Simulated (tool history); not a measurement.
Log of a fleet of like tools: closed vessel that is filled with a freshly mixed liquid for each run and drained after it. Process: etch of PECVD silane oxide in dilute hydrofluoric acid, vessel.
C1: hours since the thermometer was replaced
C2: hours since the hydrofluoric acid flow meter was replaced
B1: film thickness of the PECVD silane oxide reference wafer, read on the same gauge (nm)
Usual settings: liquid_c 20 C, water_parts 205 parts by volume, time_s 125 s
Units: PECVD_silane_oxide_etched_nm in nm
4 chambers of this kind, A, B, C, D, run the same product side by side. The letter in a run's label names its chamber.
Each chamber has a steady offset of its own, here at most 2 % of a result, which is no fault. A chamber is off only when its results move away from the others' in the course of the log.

At hour 2.2: chamber D: hydrofluoric acid flow meter replaced.
At hour 8.3: chamber B: thermometer replaced.
Run 1D, hour 12.4: usual settings; C1 872.5; C2 10.2; B1 70.007. Result: PECVD_silane_oxide_etched_nm 6.8949 nm.
Run 2C, hour 21.6: usual settings; C1 324.9; C2 570.7; B1 69.982. Result: PECVD_silane_oxide_etched_nm 6.9301 nm.
Run 3A, hour 34.4: usual settings; C1 326.6; C2 1293.4; B1 70.022. Result: PECVD_silane_oxide_etched_nm 6.8693 nm.
Run 4B, hour 43.3: usual settings; C1 35.1; C2 1525.3; B1 70.007. Result: PECVD_silane_oxide_etched_nm 6.8998 nm.
Run 5D, hour 57.1: usual settings; C1 917.2; C2 54.9; B1 69.976. Result: PECVD_silane_oxide_etched_nm 7.0432 nm.
Run 6B, hour 63.9: usual settings; C1 55.7; C2 1545.9; B1 69.994. Result: PECVD_silane_oxide_etched_nm 6.7784 nm.
Run 7A, hour 76.2: usual settings but water_parts 295 parts by volume; C1 368.4; C2 1335.2; B1 70.002. Result: PECVD_silane_oxide_etched_nm 4.372 nm.
Run 8C, hour 85.4: usual settings but water_parts 295 parts by volume; C1 388.7; C2 634.5; B1 69.998. Result: PECVD_silane_oxide_etched_nm 4.4151 nm.
Run 9B, hour 95: usual settings but water_parts 295 parts by volume; C1 86.8; C2 1577; B1 70.008. Result: PECVD_silane_oxide_etched_nm 4.3277 nm.
Run 10C, hour 107.5: usual settings but water_parts 295 parts by volume; C1 410.8; C2 656.6; B1 70.03. Result: PECVD_silane_oxide_etched_nm 4.3113 nm.
At hour 114.9: chamber B: hydrofluoric acid flow meter replaced.
Run 11D, hour 120.1: usual settings; C1 980.2; C2 117.9; B1 70.011. Result: PECVD_silane_oxide_etched_nm 7.0194 nm.
Run 12A, hour 134.2: usual settings; C1 426.4; C2 1393.2; B1 69.977. Result: PECVD_silane_oxide_etched_nm 6.9104 nm.
Run 13C, hour 142.4: usual settings but liquid_c 25 C, water_parts 270 parts by volume; C1 445.7; C2 691.5; B1 70.01. Result: PECVD_silane_oxide_etched_nm 5.6521 nm.
Run 14B, hour 154.4: usual settings but liquid_c 25 C, water_parts 270 parts by volume; C1 146.2; C2 39.5; B1 69.99. Result: PECVD_silane_oxide_etched_nm 5.8047 nm.
Run 15A, hour 164.1: usual settings but liquid_c 25 C, water_parts 270 parts by volume; C1 456.3; C2 1423.1; B1 69.982. Result: PECVD_silane_oxide_etched_nm 5.8794 nm.
Run 16D, hour 173.8: usual settings but liquid_c 25 C, water_parts 270 parts by volume; C1 1033.9; C2 171.6; B1 69.982. Result: PECVD_silane_oxide_etched_nm 5.9316 nm.
Run 17A, hour 183.3: usual settings; C1 475.5; C2 1442.3; B1 69.977. Result: PECVD_silane_oxide_etched_nm 6.9123 nm.
Run 18D, hour 197.8: usual settings; C1 1057.9; C2 195.6; B1 69.999. Result: PECVD_silane_oxide_etched_nm 7.0325 nm.
Run 19B, hour 205.9: usual settings but liquid_c 17 C, water_parts 300 parts by volume; C1 197.7; C2 91; B1 69.986. Result: PECVD_silane_oxide_etched_nm 3.8364 nm.
Run 20C, hour 215.4: usual settings but liquid_c 17 C, water_parts 300 parts by volume; C1 518.7; C2 764.5; B1 69.999. Result: PECVD_silane_oxide_etched_nm 3.5882 nm.
Run 21D, hour 227.2: usual settings but liquid_c 17 C, water_parts 300 parts by volume; C1 1087.3; C2 225; B1 70.009. Result: PECVD_silane_oxide_etched_nm 3.9424 nm.
Run 22B, hour 237.8: usual settings but liquid_c 17 C, water_parts 300 parts by volume; C1 229.6; C2 122.9; B1 70.007. Result: PECVD_silane_oxide_etched_nm 3.7865 nm.
Run 23A, hour 251.6: usual settings; C1 543.8; C2 1510.6; B1 69.991. Result: PECVD_silane_oxide_etched_nm 6.9051 nm.
Run 24C, hour 260.7: usual settings; C1 564; C2 809.8; B1 70.019. Result: PECVD_silane_oxide_etched_nm 6.3476 nm.
Run 25D, hour 273: usual settings; C1 1133.1; C2 270.8; B1 70.005. Result: PECVD_silane_oxide_etched_nm 6.9815 nm.
Run 26A, hour 283.6: usual settings; C1 575.8; C2 1542.6; B1 69.964. Result: PECVD_silane_oxide_etched_nm 6.8879 nm.
Run 27B, hour 294.4: usual settings; C1 286.2; C2 179.5; B1 69.995. Result: PECVD_silane_oxide_etched_nm 6.8709 nm.
Run 28C, hour 302.4: usual settings; C1 605.7; C2 851.5; B1 70.008. Result: PECVD_silane_oxide_etched_nm 6.1049 nm.

All 4 chambers run these settings next. Forecast each chamber's results:
Run 29A, hour 313.1: usual settings. Result: PECVD_silane_oxide_etched_nm ?.
Run 29B, hour 313.1: usual settings. Result: PECVD_silane_oxide_etched_nm ?.
Run 29C, hour 313.1: usual settings. Result: PECVD_silane_oxide_etched_nm ?.
Run 29D, hour 313.1: usual settings. Result: PECVD_silane_oxide_etched_nm ?.

run  PECVD_silane_oxide_etched_nm
29A                        6.8167
29B                        6.8933
29C                         6.172
29D                        6.9913

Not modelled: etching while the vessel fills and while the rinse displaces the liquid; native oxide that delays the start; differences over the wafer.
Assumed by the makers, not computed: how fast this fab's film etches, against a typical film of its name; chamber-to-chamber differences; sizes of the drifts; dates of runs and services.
